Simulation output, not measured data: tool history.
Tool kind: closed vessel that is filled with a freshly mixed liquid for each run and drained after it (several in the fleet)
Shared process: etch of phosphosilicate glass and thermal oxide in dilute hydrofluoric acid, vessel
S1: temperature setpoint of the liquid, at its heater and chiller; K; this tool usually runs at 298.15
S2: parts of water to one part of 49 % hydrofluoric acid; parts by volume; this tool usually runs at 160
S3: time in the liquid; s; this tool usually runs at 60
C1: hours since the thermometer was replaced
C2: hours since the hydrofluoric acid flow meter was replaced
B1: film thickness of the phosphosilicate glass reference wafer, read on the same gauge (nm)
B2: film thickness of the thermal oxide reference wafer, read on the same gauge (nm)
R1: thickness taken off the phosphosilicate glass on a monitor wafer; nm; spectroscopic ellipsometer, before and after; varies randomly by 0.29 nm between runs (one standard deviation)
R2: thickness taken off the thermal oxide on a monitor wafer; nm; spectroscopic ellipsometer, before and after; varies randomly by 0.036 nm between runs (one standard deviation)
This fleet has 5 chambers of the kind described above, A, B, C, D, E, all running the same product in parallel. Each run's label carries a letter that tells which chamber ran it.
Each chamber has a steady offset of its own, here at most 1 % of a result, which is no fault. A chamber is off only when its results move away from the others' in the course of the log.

run    day      S1   S2  S3      C1      C2      B1      B2      R1      R2
 1A  0.362  298.15  160  60   526.8   985.4  140.01  50.011  54.926  1.7922
 2B   0.55  298.15  160  60   640.6  1381.2  140.01  49.997  54.207  1.7636
 3E    0.9  298.15  160  60  2127.4   559.5     140  50.011  53.462  1.7462
 4D  1.092  298.15  160  60   936.4   680.8  140.04  49.997  53.659  1.8366
 5C  1.404  298.15  160  60  1222.6   345.5  140.05  50.018  54.305  1.7332
 6D  1.683  293.65  125  60   950.6     695  140.01  49.988  60.766  2.0349
 7A  2.062  293.65  125  60   567.6  1026.2  139.99  50.022  59.884  1.9674
 8E  2.312  293.65  125  60  2161.3   593.4  139.97  49.998  60.272  1.9413
 9B  2.679  293.65  125  60   691.7  1432.3  139.98  50.004  61.053   2.048
10C  2.929  293.65  125  60  1259.2   382.1  139.99      50  60.391  1.9323
11A  3.233  298.15  160  60   595.7  1054.3  139.99  50.008  54.673  1.7927
12D  3.604  298.15  160  60   996.7   741.1  139.98  50.023    53.6  1.7707
13B  3.862  298.15  160  60   720.1  1460.7  139.97  49.997  53.866  1.7984
14C  4.196  298.15  160  60  1289.6   412.5  140.03  50.033   53.76  1.7886
15E  4.392  298.15  160  60  2211.2   643.3  139.98  49.997  53.742  1.7737
16D  4.592  301.65  160  60  1020.4   764.8  140.01  49.973  61.407  2.0556
17A  4.962  301.65  160  60   637.2  1095.8  139.97  50.007  61.642  2.0609
18C  5.354  301.65  160  60  1317.4   440.3  139.99  49.989  61.737  2.0293
19E  5.675  301.65  160  60    2242   674.1  139.94  50.008  61.392  1.9799
20B  5.996  301.65  160  60   771.3  1511.9  140.03  49.976   61.89  2.0311
21A  6.175  298.15  160  60   666.3  1124.9  140.01   50.01   54.46  1.7826
22E  6.546  298.15  160  60  2262.9     695  140.01  50.014  53.482   1.798
23D  6.804  298.15  160  60  1073.5   817.9  139.95  49.981  53.613  1.8141
24B  7.062  298.15  160  60   796.9  1537.5  139.98  50.005  53.841  1.7492
     7.112  -- chamber C: thermometer replaced
25C  7.342  298.15  160  60     5.6     488  140.06  49.982  53.675  1.8841
26C  7.667  298.15  160  95    13.4   495.8  140.01  50.026  85.721  2.9441
27E  7.958  298.15  160  95  2296.8   728.9     140  49.998  85.001  2.7957
28D  8.221  298.15  160  95  1107.5   851.9  139.94  50.015  84.589  2.7606
29A  8.421  298.15  160  95   720.2  1178.8  140.04  50.013  85.729  2.8695
30B  8.721  298.15  160  95   836.7  1577.3  139.99  50.009  84.696  2.8512
31B  9.058  298.15  160  60   844.8  1585.4  140.03  49.999  53.955  1.7929
32A  9.346  298.15  160  60   742.4    1201     140  49.994  54.059  1.8084
33E  9.654  298.15  160  60  2337.5   769.6  139.99  49.976  54.239  1.7901
34C  9.946  298.15  160  60    68.1   550.5  140.03  50.011  53.645  1.8147

The same settings go to every chamber for the next run, one line per chamber below. Forecast the results for each:
35A  10.225  298.15  160  60                   ?   ?
35B  10.225  298.15  160  60                   ?   ?
35C  10.225  298.15  160  60                   ?   ?
35D  10.225  298.15  160  60                   ?   ?
35E  10.225  298.15  160  60                   ?   ?

run      R1      R2
35A  53.926   1.797
35B  53.525  1.8338
35C  54.215  1.7455
35D  53.576  1.7993
35E  53.585  1.7945
